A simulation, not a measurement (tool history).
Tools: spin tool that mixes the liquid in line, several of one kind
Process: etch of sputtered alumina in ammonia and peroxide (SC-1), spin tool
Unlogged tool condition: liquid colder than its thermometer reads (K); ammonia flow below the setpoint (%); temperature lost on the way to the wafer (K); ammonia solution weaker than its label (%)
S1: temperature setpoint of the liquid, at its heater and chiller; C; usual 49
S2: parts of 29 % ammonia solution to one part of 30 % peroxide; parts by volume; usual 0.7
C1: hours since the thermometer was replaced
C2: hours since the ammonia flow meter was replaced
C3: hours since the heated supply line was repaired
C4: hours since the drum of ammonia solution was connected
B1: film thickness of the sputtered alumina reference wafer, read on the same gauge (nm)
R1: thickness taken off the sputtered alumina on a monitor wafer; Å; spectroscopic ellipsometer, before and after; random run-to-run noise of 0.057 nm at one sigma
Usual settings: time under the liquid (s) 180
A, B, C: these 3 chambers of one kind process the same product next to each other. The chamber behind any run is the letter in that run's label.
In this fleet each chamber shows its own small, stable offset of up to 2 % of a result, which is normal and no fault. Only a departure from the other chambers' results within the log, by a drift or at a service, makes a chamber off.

Run 1B, hour 6.7: usual settings; C1 651; C2 584.1; C3 609.9; C4 22.4; B1 150.02. Result: R1 59.001 Å.
At hour 11.2: chamber C: new drum of ammonia solution connected.
Run 2C, hour 12.7: usual settings; C1 293.5; C2 288.3; C3 825.9; C4 1.5; B1 150.01. Result: R1 61.222 Å.
Run 3A, hour 15.8: usual settings; C1 306.9; C2 340.6; C3 3102.5; C4 665.5; B1 149.96. Result: R1 60.203 Å.
Run 4C, hour 22.4: usual settings; C1 303.2; C2 298; C3 835.6; C4 11.2; B1 149.99. Result: R1 61.415 Å.
Run 5B, hour 26.3: usual settings; C1 670.6; C2 603.7; C3 629.5; C4 42; B1 149.98. Result: R1 59.6 Å.
Run 6A, hour 30.8: usual settings; C1 321.9; C2 355.6; C3 3117.5; C4 680.5; B1 150. Result: R1 61.457 Å.
Run 7B, hour 37.5: usual settings; C1 681.8; C2 614.9; C3 640.7; C4 53.2; B1 150.05. Result: R1 59.444 Å.
Run 8C, hour 42.8: usual settings; C1 323.6; C2 318.4; C3 856; C4 31.6; B1 149.96. Result: R1 61.57 Å.
Run 9A, hour 45.8: usual settings; C1 336.9; C2 370.6; C3 3132.5; C4 695.5; B1 149.99. Result: R1 61.061 Å.
Run 10A, hour 50.5: usual settings; C1 341.6; C2 375.3; C3 3137.2; C4 700.2; B1 150.02. Result: R1 60.68 Å.
Run 11C, hour 56.7: usual settings; C1 337.5; C2 332.3; C3 869.9; C4 45.5; B1 150.02. Result: R1 61.295 Å.
Run 12B, hour 63: usual settings but time under the liquid (s) 240; C1 707.3; C2 640.4; C3 666.2; C4 78.7; B1 149.97. Result: R1 79.406 Å.
Run 13A, hour 69.4: usual settings but time under the liquid (s) 240; C1 360.5; C2 394.2; C3 3156.1; C4 719.1; B1 149.99. Result: R1 81.236 Å.
Run 14C, hour 75.7: usual settings but time under the liquid (s) 240; C1 356.5; C2 351.3; C3 888.9; C4 64.5; B1 150.01. Result: R1 80.534 Å.
Run 15B, hour 81.1: usual settings; C1 725.4; C2 658.5; C3 684.3; C4 96.8; B1 149.99. Result: R1 60.736 Å.
Run 16A, hour 84.8: usual settings; C1 375.9; C2 409.6; C3 3171.5; C4 734.5; B1 150.01. Result: R1 60.446 Å.
Run 17B, hour 88.3: usual settings but S1 56.5 C, S2 0.35 parts by volume; C1 732.6; C2 665.7; C3 691.5; C4 104; B1 149.99. Result: R1 84.028 Å.
Run 18C, hour 94.5: usual settings but S1 56.5 C, S2 0.35 parts by volume; C1 375.3; C2 370.1; C3 907.7; C4 83.3; B1 150.03. Result: R1 82.75 Å.
Run 19C, hour 100.9: usual settings but S1 56.5 C, S2 0.35 parts by volume; C1 381.7; C2 376.5; C3 914.1; C4 89.7; B1 150.01. Result: R1 81.703 Å.
Run 20A, hour 106.3: usual settings; C1 397.4; C2 431.1; C3 3193; C4 756; B1 150.01. Result: R1 61.14 Å.
Run 21B, hour 111.1: usual settings; C1 755.4; C2 688.5; C3 714.3; C4 126.8; B1 149.95. Result: R1 59.832 Å.
Run 22B, hour 116.1: usual settings; C1 760.4; C2 693.5; C3 719.3; C4 131.8; B1 149.99. Result: R1 59.557 Å.
Run 23C, hour 120.9: usual settings; C1 401.7; C2 396.5; C3 934.1; C4 109.7; B1 149.99. Result: R1 58.527 Å.
Run 24A, hour 124.9: usual settings; C1 416; C2 449.7; C3 3211.6; C4 774.6; B1 150. Result: R1 61.128 Å.
Run 25A, hour 131.1: usual settings; C1 422.2; C2 455.9; C3 3217.8; C4 780.8; B1 150.02. Result: R1 60.624 Å.
Run 26C, hour 135.1: usual settings; C1 415.9; C2 410.7; C3 948.3; C4 123.9; B1 150.05. Result: R1 57.532 Å.
Run 27B, hour 141.4: usual settings; C1 785.7; C2 718.8; C3 744.6; C4 157.1; B1 149.98. Result: R1 60.477 Å.
Run 28B, hour 146.8: usual settings; C1 791.1; C2 724.2; C3 750; C4 162.5; B1 149.99. Result: R1 59.59 Å.
Run 29C, hour 153: usual settings; C1 433.8; C2 428.6; C3 966.2; C4 141.8; B1 150. Result: R1 57.405 Å.
Run 30A, hour 159.2: usual settings; C1 450.3; C2 484; C3 3245.9; C4 808.9; B1 149.97. Result: R1 60.882 Å.
Run 31A, hour 164.7: usual settings; C1 455.8; C2 489.5; C3 3251.4; C4 814.4; B1 150.03. Result: R1 60.609 Å.
Run 32B, hour 168.7: usual settings but time under the liquid (s) 135; C1 813; C2 746.1; C3 771.9; C4 184.4; B1 150. Result: R1 44.857 Å.
Run 33C, hour 174: usual settings but time under the liquid (s) 135; C1 454.8; C2 449.6; C3 987.2; C4 162.8; B1 149.97. Result: R1 42.927 Å.
Run 34B, hour 179.2: usual settings but time under the liquid (s) 135; C1 823.5; C2 756.6; C3 782.4; C4 194.9; B1 150.06. Result: R1 45.252 Å.
Run 35C, hour 185.5: usual settings; C1 466.3; C2 461.1; C3 998.7; C4 174.3; B1 149.97. Result: R1 57.07 Å.
Run 36A, hour 190: usual settings; C1 481.1; C2 514.8; C3 3276.7; C4 839.7; B1 150. Result: R1 61.084 Å.
Run 37C, hour 193.3: usual settings; C1 474.1; C2 468.9; C3 1006.5; C4 182.1; B1 150. Result: R1 56.29 Å.
Run 38B, hour 196.2: usual settings; C1 840.5; C2 773.6; C3 799.4; C4 211.9; B1 150.02. Result: R1 59.977 Å.
Run 39A, hour 200.7: usual settings; C1 491.8; C2 525.5; C3 3287.4; C4 850.4; B1 150.03. Result: R1 61.094 Å.
Run 40A, hour 206.5: usual settings; C1 497.6; C2 531.3; C3 3293.2; C4 856.2; B1 149.99. Result: R1 60.263 Å.
Run 41B, hour 210.3: usual settings; C1 854.6; C2 787.7; C3 813.5; C4 226; B1 149.98. Result: R1 59.367 Å.

Next, every chamber runs the same settings. What will each give?
Run 42A, hour 215.1: usual settings but S1 44 C. Result: R1 ?.
Run 42B, hour 215.1: usual settings but S1 44 C. Result: R1 ?.
Run 42C, hour 215.1: usual settings but S1 44 C. Result: R1 ?.

run      R1
42A   45.56
42B  44.621
42C   42.19

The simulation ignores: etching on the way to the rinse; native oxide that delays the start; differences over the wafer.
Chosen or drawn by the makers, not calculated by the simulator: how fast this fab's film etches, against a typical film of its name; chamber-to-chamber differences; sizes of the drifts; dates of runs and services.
